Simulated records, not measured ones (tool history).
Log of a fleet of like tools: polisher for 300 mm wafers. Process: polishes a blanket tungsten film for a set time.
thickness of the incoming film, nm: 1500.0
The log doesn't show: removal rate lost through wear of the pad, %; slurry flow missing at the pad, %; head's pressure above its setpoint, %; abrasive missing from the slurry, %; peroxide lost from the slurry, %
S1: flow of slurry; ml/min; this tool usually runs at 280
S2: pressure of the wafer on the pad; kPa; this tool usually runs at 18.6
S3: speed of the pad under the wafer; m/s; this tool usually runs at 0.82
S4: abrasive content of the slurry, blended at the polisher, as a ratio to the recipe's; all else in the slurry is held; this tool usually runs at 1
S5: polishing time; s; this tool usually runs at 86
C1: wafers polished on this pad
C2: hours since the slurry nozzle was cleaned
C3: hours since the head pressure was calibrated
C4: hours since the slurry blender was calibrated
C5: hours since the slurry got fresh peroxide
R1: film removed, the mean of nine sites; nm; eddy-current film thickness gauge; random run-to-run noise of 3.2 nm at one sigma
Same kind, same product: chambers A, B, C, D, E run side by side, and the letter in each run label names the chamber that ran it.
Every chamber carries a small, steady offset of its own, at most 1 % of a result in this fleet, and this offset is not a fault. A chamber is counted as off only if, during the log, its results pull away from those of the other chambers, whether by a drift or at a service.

At day 0.075: chamber A: slurry tank refilled with fresh slurry and peroxide.
At day 0.142: chamber B: worn pad replaced by a new one.
Run 1B, day 0.292: usual settings; C1 35; C2 694.3; C3 254.8; C4 44.4; C5 81.8. Result: R1 278.14 nm.
Run 2A, day 0.575: usual settings; C1 485; C2 201.5; C3 357; C4 396.9; C5 12.1. Result: R1 274.64 nm.
At day 0.625: chamber A: slurry blender recalibrated.
At day 0.633: chamber C: slurry blender recalibrated.
At day 0.7: chamber B: slurry tank refilled with fresh slurry and peroxide.
At day 0.742: chamber E: worn pad replaced by a new one.
At day 0.796: chamber B: slurry nozzle cleaned.
At day 0.821: chamber D: slurry tank refilled with fresh slurry and peroxide.
Run 3D, day 1.121: usual settings; C1 710; C2 125.9; C3 285.2; C4 137.7; C5 7.3. Result: R1 281.18 nm.
At day 1.125: chamber D: slurry blender recalibrated.
At day 1.408: chamber C: worn pad replaced by a new one.
Run 4E, day 1.758: usual settings; C1 240; C2 160.3; C3 49.4; C4 129.9; C5 135.9. Result: R1 280.25 nm.
At day 1.892: chamber D: worn pad replaced by a new one.
At day 1.988: chamber E: slurry tank refilled with fresh slurry and peroxide.
Run 5C, day 2.179: usual settings; C1 182; C2 90.7; C3 144.9; C4 37.1; C5 99.5. Result: R1 271.18 nm.
At day 2.804: chamber A: worn pad replaced by a new one.
Run 6B, day 2.825: usual settings but S1 315 ml/min, S5 74 s; C1 631; C2 48.8; C3 315.6; C4 105.2; C5 51. Result: R1 246.89 nm.
Run 7E, day 3.454: usual settings but S1 315 ml/min, S5 74 s; C1 639; C2 201; C3 90.1; C4 170.6; C5 35.3. Result: R1 241.67 nm.
At day 3.592: chamber E: slurry blender recalibrated.
At day 4.021: chamber E: worn pad replaced by a new one.
Run 8A, day 4.092: usual settings but S1 315 ml/min, S5 74 s; C1 303; C2 285.9; C3 441.4; C4 83.2; C5 96.5. Result: R1 242.37 nm.
At day 4.517: chamber C: worn pad replaced by a new one.
At day 4.525: chamber B: slurry tank refilled with fresh slurry and peroxide.
Run 9D, day 4.654: usual settings but S1 315 ml/min, S5 74 s; C1 650; C2 210.7; C3 370; C4 84.8; C5 92.1. Result: R1 247.14 nm.
At day 4.8: chamber C: slurry tank refilled with fresh slurry and peroxide.
At day 4.938: chamber D: worn pad replaced by a new one.
At day 5.112: chamber B: worn pad replaced by a new one.
Run 10C, day 5.196: usual settings but S1 315 ml/min, S5 74 s; C1 159; C2 163.1; C3 217.3; C4 109.5; C5 9.5. Result: R1 233.88 nm.
At day 5.392: chamber B: head pressure recalibrated.
Run 11E, day 5.767: usual settings; C1 411; C2 256.5; C3 145.6; C4 52.3; C5 90.8. Result: R1 280.87 nm.
Run 12B, day 6.362: usual settings; C1 294; C2 133.7; C3 23.4; C4 190.1; C5 44.2. Result: R1 286.08 nm.
At day 6.654: chamber D: slurry tank refilled with fresh slurry and peroxide.
Run 13D, day 6.75: usual settings but S1 370 ml/min, S5 61 s; C1 426; C2 261; C3 420.3; C4 135.1; C5 2.3. Result: R1 201.62 nm.
At day 6.804: chamber D: slurry blender recalibrated.
Run 14C, day 7.225: usual settings but S1 370 ml/min, S5 61 s; C1 637; C2 211.8; C3 266; C4 158.2; C5 58.2. Result: R1 201.18 nm.
Run 15A, day 7.654: usual settings but S1 370 ml/min, S5 61 s; C1 1141; C2 371.4; C3 526.9; C4 168.7; C5 182. Result: R1 200.36 nm.
At day 7.917: chamber A: worn pad replaced by a new one.
At day 8.012: chamber E: worn pad replaced by a new one.
At day 8.092: chamber A: slurry tank refilled with fresh slurry and peroxide.
Run 16B, day 8.142: usual settings but S1 370 ml/min, S5 61 s; C1 712; C2 176.4; C3 66.1; C4 232.8; C5 86.9. Result: R1 203.1 nm.
At day 8.2: chamber E: slurry nozzle cleaned.
At day 8.296: chamber B: slurry tank refilled with fresh slurry and peroxide.
At day 8.383: chamber D: worn pad replaced by a new one.
At day 8.438: chamber C: worn pad replaced by a new one.
Run 17A, day 8.479: usual settings but S1 370 ml/min, S5 61 s; C1 132; C2 391.2; C3 546.7; C4 188.5; C5 9.4. Result: R1 202.71 nm.
At day 9.004: chamber E: slurry tank refilled with fresh slurry and peroxide.
Run 18C, day 9.079: usual settings; C1 151; C2 256.3; C3 310.5; C4 202.7; C5 102.7. Result: R1 281.63 nm.
Run 19E, day 9.367: usual settings; C1 319; C2 28; C3 232; C4 138.7; C5 8.8. Result: R1 281.48 nm.
At day 9.9: chamber B: worn pad replaced by a new one.
Run 20D, day 9.95: usual settings; C1 369; C2 337.8; C3 497.1; C4 75.5; C5 79.1. Result: R1 284.28 nm.
Run 21C, day 10.412: usual settings; C1 465; C2 288.3; C3 342.5; C4 234.7; C5 134.7. Result: R1 281.03 nm.
At day 10.542: chamber E: slurry blender recalibrated.
Run 22E, day 11.012: usual settings; C1 706; C2 67.5; C3 271.5; C4 11.4; C5 48.3. Result: R1 276.17 nm.
Run 23D, day 11.417: usual settings but S4 1.3; C1 714; C2 373; C3 532.3; C4 110.7; C5 114.3. Result: R1 296.68 nm.
At day 11.438: chamber D: worn pad replaced by a new one.
At day 11.529: chamber E: worn pad replaced by a new one.
Run 24B, day 11.712: usual settings but S4 1.3; C1 426; C2 262.1; C3 151.8; C4 318.5; C5 82. Result: R1 303.41 nm.
At day 11.754: chamber D: slurry blender recalibrated.
At day 11.896: chamber C: slurry tank refilled with fresh slurry and peroxide.
At day 12.025: chamber C: worn pad replaced by a new one.
At day 12.029: chamber B: slurry tank refilled with fresh slurry and peroxide.
Run 25A, day 12.288: usual settings but S4 1.3; C1 1028; C2 482.6; C3 638.1; C4 279.9; C5 100.8. Result: R1 290.43 nm.
At day 12.329: chamber B: slurry blender recalibrated.
At day 12.558: chamber A: worn pad replaced by a new one.
Run 26B, day 12.85: usual settings but S4 1.3; C1 694; C2 289.4; C3 179.1; C4 12.6; C5 19.8. Result: R1 297.63 nm.
At day 13.242: chamber D: slurry tank refilled with fresh slurry and peroxide.
At day 13.317: chamber C: slurry blender recalibrated.
Run 27E, day 13.321: usual settings but S4 1.3; C1 421; C2 122.9; C3 326.9; C4 66.8; C5 103.7. Result: R1 297.66 nm.
Run 28A, day 13.954: usual settings; C1 328; C2 522.6; C3 678.1; C4 319.9; C5 140.8. Result: R1 273.85 nm.
Run 29C, day 14.267: usual settings; C1 527; C2 380.8; C3 435; C4 22.9; C5 56.9. Result: R1 275.63 nm.
At day 14.558: chamber E: slurry tank refilled with fresh slurry and peroxide.
Run 30D, day 14.65: usual settings; C1 756; C2 450.6; C3 609.9; C4 69.6; C5 33.8. Result: R1 276.9 nm.
At day 14.988: chamber B: worn pad replaced by a new one.
At day 15.096: chamber D: worn pad replaced by a new one.
At day 15.221: chamber A: slurry nozzle cleaned.
Run 31E, day 15.246: usual settings but S1 220 ml/min, S3 0.68 m/s; C1 874; C2 169.1; C3 373.1; C4 113; C5 16.5. Result: R1 223.96 nm.
At day 15.308: chamber E: worn pad replaced by a new one.
At day 15.321: chamber A: slurry tank refilled with fresh slurry and peroxide.
Run 32D, day 15.608: usual settings but S1 220 ml/min, S3 0.68 m/s; C1 121; C2 473.6; C3 632.9; C4 92.6; C5 56.8. Result: R1 226.78 nm.
At day 15.65: chamber B: slurry tank refilled with fresh slurry and peroxide.
Run 33A, day 15.979: usual settings but S1 220 ml/min, S3 0.68 m/s; C1 805; C2 18.3; C3 726.7; C4 368.5; C5 15.8. Result: R1 228.97 nm.
At day 16.008: chamber C: worn pad replaced by a new one.
Run 34C, day 16.333: usual settings but S1 220 ml/min, S3 0.68 m/s; C1 76; C2 430.4; C3 484.6; C4 72.5; C5 106.5. Result: R1 228.92 nm.
Run 35B, day 16.783: usual settings but S1 220 ml/min, S3 0.68 m/s; C1 423; C2 383.8; C3 273.5; C4 107; C5 27.2. Result: R1 229.51 nm.
Run 36E, day 17.162: usual settings; C1 436; C2 215.1; C3 419.1; C4 159; C5 62.5. Result: R1 285.15 nm.
Run 37C, day 17.792: usual settings; C1 419; C2 465.4; C3 519.6; C4 107.5; C5 141.5. Result: R1 275.51 nm.

For the next run the whole fleet of 5 chambers uses the same settings. Give each chamber's results:
Run 38A, day 18.258: usual settings but S1 195 ml/min. Result: R1 ?.
Run 38B, day 18.258: usual settings but S1 195 ml/min. Result: R1 ?.
Run 38C, day 18.258: usual settings but S1 195 ml/min. Result: R1 ?.
Run 38D, day 18.258: usual settings but S1 195 ml/min. Result: R1 ?.
Run 38E, day 18.258: usual settings but S1 195 ml/min. Result: R1 ?.

run      R1
38A  262.71
38B  265.47
38C  266.49
38D  270.66
38E  264.01

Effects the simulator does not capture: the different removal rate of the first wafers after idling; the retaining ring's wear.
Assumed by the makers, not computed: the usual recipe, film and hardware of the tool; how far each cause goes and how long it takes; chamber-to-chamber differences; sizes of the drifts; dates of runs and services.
